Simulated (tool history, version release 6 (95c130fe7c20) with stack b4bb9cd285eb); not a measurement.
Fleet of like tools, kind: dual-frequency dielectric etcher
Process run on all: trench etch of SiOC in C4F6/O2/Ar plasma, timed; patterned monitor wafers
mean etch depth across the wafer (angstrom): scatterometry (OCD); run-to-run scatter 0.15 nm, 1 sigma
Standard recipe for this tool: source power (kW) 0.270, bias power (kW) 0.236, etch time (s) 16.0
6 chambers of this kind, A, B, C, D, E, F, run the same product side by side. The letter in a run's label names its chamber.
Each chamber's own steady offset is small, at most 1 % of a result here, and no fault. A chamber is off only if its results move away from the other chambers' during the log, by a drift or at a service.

run   hour  source power (kW)  bias power (kW)  etch time (s)  hours since the last wet clean  hours since the last source power generator calibration  hours since the last bias power generator calibration  read-back reference wafer on the same gauge, depth_nm  mean etch depth across the wafer (angstrom)
 1D    5.0              0.270            0.236           16.0                            18.6                                                    743.9                                                 2884.3                                                 29.819                                       309.88
 2A    9.5              0.270            0.236           16.0                           370.6                                                    438.2                                                 3659.7                                                 29.764                                       309.96
 3E   13.9              0.270            0.236           16.0                           317.4                                                   1761.2                                                  530.1                                                 29.812                                       307.27
 4B   19.0              0.270            0.236           16.0                           367.0                                                   1955.4                                                  926.2                                                 29.763                                       314.48
 5F   25.3              0.270            0.236           16.0                           169.7                                                    346.1                                                  431.1                                                 29.796                                       315.25
 6C   29.7              0.270            0.236           16.0                           367.9                                                   1883.8                                                  107.2                                                 29.795                                       312.93
 7D   36.0              0.270            0.236           16.0                            49.6                                                    774.9                                                 2915.3                                                 29.803                                       310.73
 8C   41.2              0.270            0.236           16.0                           379.4                                                   1895.3                                                  118.7                                                 29.800                                       312.24
 9B   48.5              0.270            0.236           16.0                           396.5                                                   1984.9                                                  955.7                                                 29.814                                       313.80
10A   55.7              0.270            0.236           16.0                           416.8                                                    484.4                                                 3705.9                                                 29.812                                       311.08
11E   62.5              0.320            0.236           12.0                           366.0                                                   1809.8                                                  578.7                                                 29.822                                       247.64
12F   66.8              0.320            0.236           12.0                           211.2                                                    387.6                                                  472.6                                                 29.776                                       250.04
13C   73.7              0.320            0.236           12.0                           411.9                                                   1927.8                                                  151.2                                                 29.772                                       251.19
14A   77.5              0.320            0.236           12.0                           438.6                                                    506.2                                                 3727.7                                                 29.795                                       247.95
      79.4  -- chamber A: wet clean of the chamber
15B   84.5              0.320            0.236           12.0                           432.5                                                   2020.9                                                  991.7                                                 29.812                                       252.04
      90.0  -- chamber C: wet clean of the chamber
16D   90.5              0.320            0.236           12.0                           104.1                                                    829.4                                                 2969.8                                                 29.799                                       248.84
17E   95.8              0.270            0.193           16.0                           399.3                                                   1843.1                                                  612.0                                                 29.799                                       291.79
18F  102.5              0.270            0.193           16.0                           246.9                                                    423.3                                                  508.3                                                 29.802                                       293.24
19E  108.2              0.270            0.193           16.0                           411.7                                                   1855.5                                                  624.4                                                 29.803                                       290.43
20C  113.9              0.270            0.193           16.0                            23.9                                                   1968.0                                                  191.4                                                 29.793                                       291.25
21A  118.3              0.270            0.193           16.0                            39.0                                                    547.0                                                 3768.5                                                 29.786                                       278.26
22D  125.3              0.270            0.193           16.0                           138.9                                                    864.2                                                 3004.6                                                 29.785                                       291.79
23B  130.2              0.270            0.236           16.0                           478.2                                                   2066.6                                                 1037.4                                                 29.829                                       310.92
24F  135.0              0.270            0.236           16.0                           279.4                                                    455.8                                                  540.8                                                 29.816                                       313.98
25B  138.5              0.270            0.236           14.0                           486.5                                                   2074.9                                                 1045.7                                                 29.792                                       275.78
26A  143.8              0.270            0.236           14.0                            64.5                                                    572.5                                                 3794.0                                                 29.830                                       259.30
27C  148.6              0.270            0.236           14.0                            58.6                                                   2002.7                                                  226.1                                                 29.794                                       272.86
28F  152.4              0.270            0.236           14.0                           296.8                                                    473.2                                                  558.2                                                 29.814                                       274.84
29D  155.7              0.270            0.236           14.0                           169.3                                                    894.6                                                 3035.0                                                 29.803                                       272.51
30E  162.8              0.270            0.236           14.0                           466.3                                                   1910.1                                                  679.0                                                 29.799                                       272.94
31C  165.9              0.270            0.236           16.0                            75.9                                                   2020.0                                                  243.4                                                 29.781                                       310.84
32D  170.0              0.270            0.236           16.0                           183.6                                                    908.9                                                 3049.3                                                 29.786                                       308.53
33F  176.5              0.270            0.236           16.0                           320.9                                                    497.3                                                  582.3                                                 29.839                                       315.17
34A  183.5              0.270            0.236           16.0                           104.2                                                    612.2                                                 3833.7                                                 29.771                                       297.38
35B  187.6              0.270            0.236           16.0                           535.6                                                   2124.0                                                 1094.8                                                 29.789                                       312.68
36E  192.7              0.270            0.236           16.0                           496.2                                                   1940.0                                                  708.9                                                 29.797                                       312.10

The same settings go to every chamber for the next run, one line per chamber below. Forecast the results for each:
37A  198.0              0.270            0.236           19.5                                                                                                                                                                                                                                                   ?
37B  198.0              0.270            0.236           19.5                                                                                                                                                                                                                                                   ?
37C  198.0              0.270            0.236           19.5                                                                                                                                                                                                                                                   ?
37D  198.0              0.270            0.236           19.5                                                                                                                                                                                                                                                   ?
37E  198.0              0.270            0.236           19.5                                                                                                                                                                                                                                                   ?
37F  198.0              0.270            0.236           19.5                                                                                                                                                                                                                                                   ?

run  mean etch depth across the wafer (angstrom)
37A                                       361.41
37B                                       381.05
37C                                       382.25
37D                                       376.35
37E                                       379.48
37F                                       385.01
